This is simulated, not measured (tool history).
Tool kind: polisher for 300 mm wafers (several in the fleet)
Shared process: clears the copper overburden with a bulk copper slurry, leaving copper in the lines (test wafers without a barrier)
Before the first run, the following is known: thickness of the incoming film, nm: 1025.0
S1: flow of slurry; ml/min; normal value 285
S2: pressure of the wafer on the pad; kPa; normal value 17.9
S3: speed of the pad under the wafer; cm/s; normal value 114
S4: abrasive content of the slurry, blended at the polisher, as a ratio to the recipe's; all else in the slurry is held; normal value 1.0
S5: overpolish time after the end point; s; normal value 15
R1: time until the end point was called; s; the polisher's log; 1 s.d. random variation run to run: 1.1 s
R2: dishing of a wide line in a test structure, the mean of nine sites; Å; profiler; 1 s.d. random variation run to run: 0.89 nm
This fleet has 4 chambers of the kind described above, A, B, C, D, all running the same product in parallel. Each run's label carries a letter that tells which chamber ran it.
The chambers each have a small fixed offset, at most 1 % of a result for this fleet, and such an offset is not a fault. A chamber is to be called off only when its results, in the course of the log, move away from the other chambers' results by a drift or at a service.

run	day	S1	S2	S3	S4	S5	R1	R2
# day 0.133: chamber A: worn pad replaced by a new one
# day 0.283: chamber D: worn pad replaced by a new one
1A	0.321	285	17.9	114	1.0	15	95.892	800.18
2B	0.604	285	17.9	114	1.0	15	96.395	791.14
3C	0.888	285	17.9	114	1.0	15	96.374	801.01
4D	1.183	285	17.9	114	1.0	15	95.596	798.23
5C	1.346	285	17.9	114	1.0	15	96.762	783.15
6B	1.529	285	17.9	114	1.0	15	97.183	785.36
7D	1.754	285	17.9	114	1.0	15	97.790	805.95
# day 1.833: chamber A: head pressure recalibrated
8A	1.967	285	17.9	114	1.0	15	96.115	800.95
9B	2.150	285	17.9	114	0.8	15	101.400	769.77
10A	2.325	285	17.9	114	0.8	15	100.740	781.13
11C	2.529	285	17.9	114	0.8	15	102.950	750.67
# day 2.642: chamber C: worn pad replaced by a new one
12D	2.850	285	17.9	114	0.8	15	102.220	768.65
# day 2.925: chamber A: worn pad replaced by a new one
13B	3.008	285	22.8	114	1.0	15	77.194	922.39
14D	3.183	285	22.8	114	1.0	15	75.040	937.93
15A	3.417	285	22.8	114	1.0	15	76.118	950.23
# day 3.600: chamber D: slurry blender recalibrated
16C	3.704	285	22.8	114	1.0	15	78.392	927.02
# day 3.821: chamber B: slurry blender recalibrated
17D	3.850	285	17.9	114	1.0	15	98.044	803.70
# day 3.975: chamber B: slurry nozzle cleaned
18C	4.058	285	17.9	114	1.0	15	98.725	776.44
19B	4.229	285	17.9	114	1.0	15	97.157	795.03
20A	4.550	285	17.9	114	1.0	15	96.628	794.92
21C	4.850	285	17.9	114	1.0	15	100.460	768.66
22A	5.012	285	17.9	114	1.0	15	98.222	783.56
# day 5.138: chamber D: worn pad replaced by a new one
23B	5.267	285	17.9	114	1.0	15	95.830	813.20
# day 5.504: chamber C: worn pad replaced by a new one
24D	5.504	285	17.9	114	1.0	15	95.858	776.73
25B	5.662	285	17.9	114	1.0	15	98.266	798.28
# day 5.771: chamber A: worn pad replaced by a new one
26C	5.804	285	17.9	150	1.0	15	77.941	887.59
27A	5.983	285	17.9	150	1.0	15	73.067	918.04

For the next run the whole fleet of 4 chambers uses the same settings. Give each chamber's results:
28A	6.217	285	17.9	114	1.0	15	?	?
28B	6.217	285	17.9	114	1.0	15	?	?
28C	6.217	285	17.9	114	1.0	15	?	?
28D	6.217	285	17.9	114	1.0	15	?	?

run	R1	R2
28A	95.708	783.05
28B	95.594	803.71
28C	103.710	767.55
28D	96.713	786.44
